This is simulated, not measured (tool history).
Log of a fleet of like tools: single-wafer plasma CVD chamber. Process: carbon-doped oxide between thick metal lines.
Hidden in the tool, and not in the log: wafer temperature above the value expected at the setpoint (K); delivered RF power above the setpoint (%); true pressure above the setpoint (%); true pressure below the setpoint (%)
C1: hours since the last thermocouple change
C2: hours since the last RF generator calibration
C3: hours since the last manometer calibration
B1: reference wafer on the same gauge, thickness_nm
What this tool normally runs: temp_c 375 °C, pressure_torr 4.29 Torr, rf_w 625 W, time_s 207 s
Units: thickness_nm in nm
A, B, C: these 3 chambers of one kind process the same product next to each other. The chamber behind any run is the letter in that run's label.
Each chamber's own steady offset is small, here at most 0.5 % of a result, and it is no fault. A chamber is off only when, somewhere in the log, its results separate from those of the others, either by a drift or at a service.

{"run": "1B", "hour": 4.2, "temp_c": 375, "pressure_torr": 4.29, "rf_w": 625, "time_s": 207, "C1": 559.4, "C2": 980.5, "C3": 1476.6, "B1": 979.29, "thickness_nm": 1102.1}
{"hour": 4.4, "done": "chamber C: thermocouple changed; heater temperature recalibrated"}
{"run": "2A", "hour": 7.0, "temp_c": 375, "pressure_torr": 4.29, "rf_w": 625, "time_s": 207, "C1": 1552.0, "C2": 247.2, "C3": 1470.4, "B1": 979.52, "thickness_nm": 1101.3}
{"run": "3C", "hour": 11.1, "temp_c": 375, "pressure_torr": 4.29, "rf_w": 625, "time_s": 207, "C1": 6.8, "C2": 801.5, "C3": 1553.1, "B1": 980.63, "thickness_nm": 1102.5}
{"run": "4C", "hour": 14.5, "temp_c": 375, "pressure_torr": 4.29, "rf_w": 625, "time_s": 207, "C1": 10.2, "C2": 804.9, "C3": 1556.5, "B1": 980.41, "thickness_nm": 1097.0}
{"run": "5B", "hour": 16.9, "temp_c": 375, "pressure_torr": 4.29, "rf_w": 625, "time_s": 207, "C1": 572.1, "C2": 993.2, "C3": 1489.3, "B1": 978.35, "thickness_nm": 1099.8}
{"run": "6A", "hour": 21.3, "temp_c": 375, "pressure_torr": 4.29, "rf_w": 625, "time_s": 207, "C1": 1566.3, "C2": 261.5, "C3": 1484.7, "B1": 979.58, "thickness_nm": 1106.9}
{"run": "7B", "hour": 24.1, "temp_c": 375, "pressure_torr": 4.29, "rf_w": 625, "time_s": 207, "C1": 579.3, "C2": 1000.4, "C3": 1496.5, "B1": 979.93, "thickness_nm": 1094.4}
{"run": "8A", "hour": 26.5, "temp_c": 375, "pressure_torr": 4.29, "rf_w": 625, "time_s": 207, "C1": 1571.5, "C2": 266.7, "C3": 1489.9, "B1": 979.7, "thickness_nm": 1097.5}
{"run": "9C", "hour": 29.9, "temp_c": 375, "pressure_torr": 4.77, "rf_w": 625, "time_s": 207, "C1": 25.6, "C2": 820.3, "C3": 1571.9, "B1": 979.28, "thickness_nm": 1126.3}
{"run": "10B", "hour": 34.7, "temp_c": 375, "pressure_torr": 4.77, "rf_w": 625, "time_s": 207, "C1": 589.9, "C2": 1011.0, "C3": 1507.1, "B1": 980.33, "thickness_nm": 1124.0}
{"run": "11C", "hour": 38.7, "temp_c": 375, "pressure_torr": 4.77, "rf_w": 625, "time_s": 207, "C1": 34.4, "C2": 829.1, "C3": 1580.7, "B1": 980.09, "thickness_nm": 1114.8}
{"run": "12A", "hour": 43.6, "temp_c": 375, "pressure_torr": 4.29, "rf_w": 625, "time_s": 207, "C1": 1588.6, "C2": 283.8, "C3": 1507.0, "B1": 979.72, "thickness_nm": 1101.9}
{"run": "13A", "hour": 47.2, "temp_c": 388, "pressure_torr": 4.29, "rf_w": 625, "time_s": 192, "C1": 1592.2, "C2": 287.4, "C3": 1510.6, "B1": 979.64, "thickness_nm": 1000.2}
{"run": "14C", "hour": 50.1, "temp_c": 388, "pressure_torr": 4.29, "rf_w": 625, "time_s": 192, "C1": 45.8, "C2": 840.5, "C3": 1592.1, "B1": 980.21, "thickness_nm": 995.6}
{"run": "15B", "hour": 54.5, "temp_c": 388, "pressure_torr": 4.29, "rf_w": 625, "time_s": 192, "C1": 609.7, "C2": 1030.8, "C3": 1526.9, "B1": 980.31, "thickness_nm": 991.93}
{"run": "16C", "hour": 58.3, "temp_c": 375, "pressure_torr": 4.29, "rf_w": 625, "time_s": 207, "C1": 54.0, "C2": 848.7, "C3": 1600.3, "B1": 979.63, "thickness_nm": 1101.8}
{"run": "17B", "hour": 60.9, "temp_c": 375, "pressure_torr": 4.29, "rf_w": 625, "time_s": 207, "C1": 616.1, "C2": 1037.2, "C3": 1533.3, "B1": 980.4, "thickness_nm": 1105.3}
{"run": "18A", "hour": 63.7, "temp_c": 375, "pressure_torr": 4.29, "rf_w": 625, "time_s": 207, "C1": 1608.7, "C2": 303.9, "C3": 1527.1, "B1": 979.25, "thickness_nm": 1096.0}
{"run": "19B", "hour": 66.5, "temp_c": 375, "pressure_torr": 4.29, "rf_w": 625, "time_s": 207, "C1": 621.7, "C2": 1042.8, "C3": 1538.9, "B1": 980.61, "thickness_nm": 1105.6}
{"run": "20A", "hour": 68.7, "temp_c": 375, "pressure_torr": 4.29, "rf_w": 625, "time_s": 207, "C1": 1613.7, "C2": 308.9, "C3": 1532.1, "B1": 980.02, "thickness_nm": 1105.9}
{"run": "21C", "hour": 72.9, "temp_c": 375, "pressure_torr": 4.29, "rf_w": 565, "time_s": 247, "C1": 68.6, "C2": 863.3, "C3": 1614.9, "B1": 979.92, "thickness_nm": 1243.1}
{"run": "22B", "hour": 78.0, "temp_c": 375, "pressure_torr": 4.29, "rf_w": 565, "time_s": 247, "C1": 633.2, "C2": 1054.3, "C3": 1550.4, "B1": 979.74, "thickness_nm": 1242.6}
{"run": "23C", "hour": 81.3, "temp_c": 375, "pressure_torr": 4.29, "rf_w": 565, "time_s": 247, "C1": 77.0, "C2": 871.7, "C3": 1623.3, "B1": 978.34, "thickness_nm": 1240.1}
{"run": "24A", "hour": 83.9, "temp_c": 375, "pressure_torr": 4.29, "rf_w": 625, "time_s": 207, "C1": 1628.9, "C2": 324.1, "C3": 1547.3, "B1": 980.4, "thickness_nm": 1097.3}

All chambers now run identical settings, listed one chamber a line with results as question marks. What results will each chamber show?
{"run": "25A", "hour": 87.5, "temp_c": 375, "pressure_torr": 4.29, "rf_w": 625, "time_s": 207, "thickness_nm": "?"}
{"run": "25B", "hour": 87.5, "temp_c": 375, "pressure_torr": 4.29, "rf_w": 625, "time_s": 207, "thickness_nm": "?"}
{"run": "25C", "hour": 87.5, "temp_c": 375, "pressure_torr": 4.29, "rf_w": 625, "time_s": 207, "thickness_nm": "?"}

run=25A thickness_nm=1097.00
run=25B thickness_nm=1096.90
run=25C thickness_nm=1108.80

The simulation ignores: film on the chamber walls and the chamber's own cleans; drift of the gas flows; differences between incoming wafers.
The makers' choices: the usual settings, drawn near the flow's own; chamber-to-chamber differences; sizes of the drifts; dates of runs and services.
